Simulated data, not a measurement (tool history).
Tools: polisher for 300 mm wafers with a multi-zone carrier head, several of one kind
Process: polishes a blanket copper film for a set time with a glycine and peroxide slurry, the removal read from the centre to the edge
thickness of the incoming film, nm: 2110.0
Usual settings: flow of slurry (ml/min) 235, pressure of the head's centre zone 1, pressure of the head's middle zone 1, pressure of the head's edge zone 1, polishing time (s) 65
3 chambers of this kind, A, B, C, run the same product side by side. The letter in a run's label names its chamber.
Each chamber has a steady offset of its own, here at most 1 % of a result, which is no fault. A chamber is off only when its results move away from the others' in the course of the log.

run,hour,flow of slurry (ml/min),pressure of the head's centre zone,pressure of the head's middle zone,pressure of the head's edge zone,polishing time (s),film removed at the wafer's centre (angstrom),film removed at mid-radius (angstrom),film removed at the wafer's edge (angstrom)
1B,3.5,235,1,1,1,65,3220.8,3289,3227.3
2A,6.2,235,1,1,1,65,3259.7,3282.3,3311.9
3C,11.3,235,1,1,1,65,3321.9,3327.5,3279.4
4B,14.7,235,1,1,1,65,3285.9,3287.7,3247.2
# hour 15.7: chamber A: edge zone pressure recalibrated
# hour 17.9: chamber C: slurry nozzle cleaned
5A,19.7,235,1,1,1,65,3213.8,3288.8,3323.8
6C,24.9,235,1,1,1,65,3215,3349.5,3276.3
7C,29.9,235,1,1,1,65,3249.8,3287.2,3318.6
8B,35.4,235,1,1,1,65,3267.7,3320.1,3224.1
9A,38.3,235,1,1,1,65,3290.8,3277.6,3253.9
10C,43.6,235,1,1,1,65,3219.9,3262.3,3245.6
11B,46.5,235,1,1,1,65,3285.7,3354.3,3227.8
12A,49.3,175,1,1,1,65,3059.2,3141,3149.4
13A,54.6,175,1,1,1,65,3067.9,3148.2,3156.3
14C,59,175,1,1,1,65,3083,3168.3,3110.2
# hour 61.1: chamber A: worn pad replaced by a new one
15B,62.5,235,1,1,1,65,3342.4,3291,3197.5
# hour 63.2: chamber C: worn pad replaced by a new one
16B,66.3,235,1,1,1,65,3425.2,3309.6,3274.6
17C,70,235,1,1,1,65,3287.2,3291.6,3239.6
18A,75.5,235,1,1,1,65,3226.5,3336.1,3248
19A,80,235,1,1,1,65,3253.8,3282.7,3282.5
20C,83.5,235,1,1,1,65,3280.1,3324.9,3220.2
21B,88.9,235,1,1,1,65,3484,3326.3,3265
22A,93.9,235,0.94,1,1,65,3024.5,3288.2,3255.5
23B,96.8,235,0.94,1,1,65,3224.1,3323.3,3249
24C,100.5,235,0.94,1,1,65,2998.4,3291,3261.1
25C,106.5,235,1,1,1,65,3246.3,3244.3,3261.6
26B,111.2,235,1,1,1,75,4103.4,3815.3,3804.9
27A,116.2,235,1,1,1,75,3797.1,3715.3,3777.4
28C,120.2,235,1,1,1,75,3751.5,3794.7,3791.5
# hour 121.2: chamber B: worn pad replaced by a new one
29A,124.3,235,1,1,1,65,3165.9,3344.5,3219.9
30B,127.6,235,1,1,1,65,3608.9,3303.2,3246.6
31A,133.2,235,1,1,1,65,3197.3,3282.8,3248.9

What goes on in this fleet: one chamber off, a drifting gauge, or nothing beyond the chambers' own small offsets? Name the chamber and the cause, if any.

Chamber B drifts away from the others.
Cause: centre zone's pressure above its setpoint, % = 11.6.

Here are 4 candidates for chamber B's next run, each the usual settings with a change, their results left as question marks. Which one brings its results back in line with what the others give on the usual settings?
In line means no further than this from the other chambers' mean on the usual settings: film removed at the wafer's centre (angstrom) 100; film removed at mid-radius (angstrom) 130; film removed at the wafer's edge (angstrom) 100
32B-1,137.5,230,0.9,1.01,1.04,64,?,?,?
32B-2,137.5,240,1.06,0.99,0.98,65,?,?,?
32B-3,137.5,230,0.95,1.01,1.02,65,?,?,?
32B-4,137.5,240,1.1,0.99,0.96,66,?,?,?

The other chambers' mean on the usual settings: film removed at the wafer's centre (angstrom) 3246; film removed at mid-radius (angstrom) 3283; film removed at the wafer's edge (angstrom) 3260.9
run,film removed at the wafer's centre (angstrom),film removed at mid-radius (angstrom),film removed at the wafer's edge (angstrom)
32B-1,3211.8,3275.6,3257.3
32B-2,3923.3,3280.9,3218.6
32B-3,3461.4,3325.9,3273.7
32B-4,4146.6,3330.6,3232.9
32B-1 brings the chamber back in line.
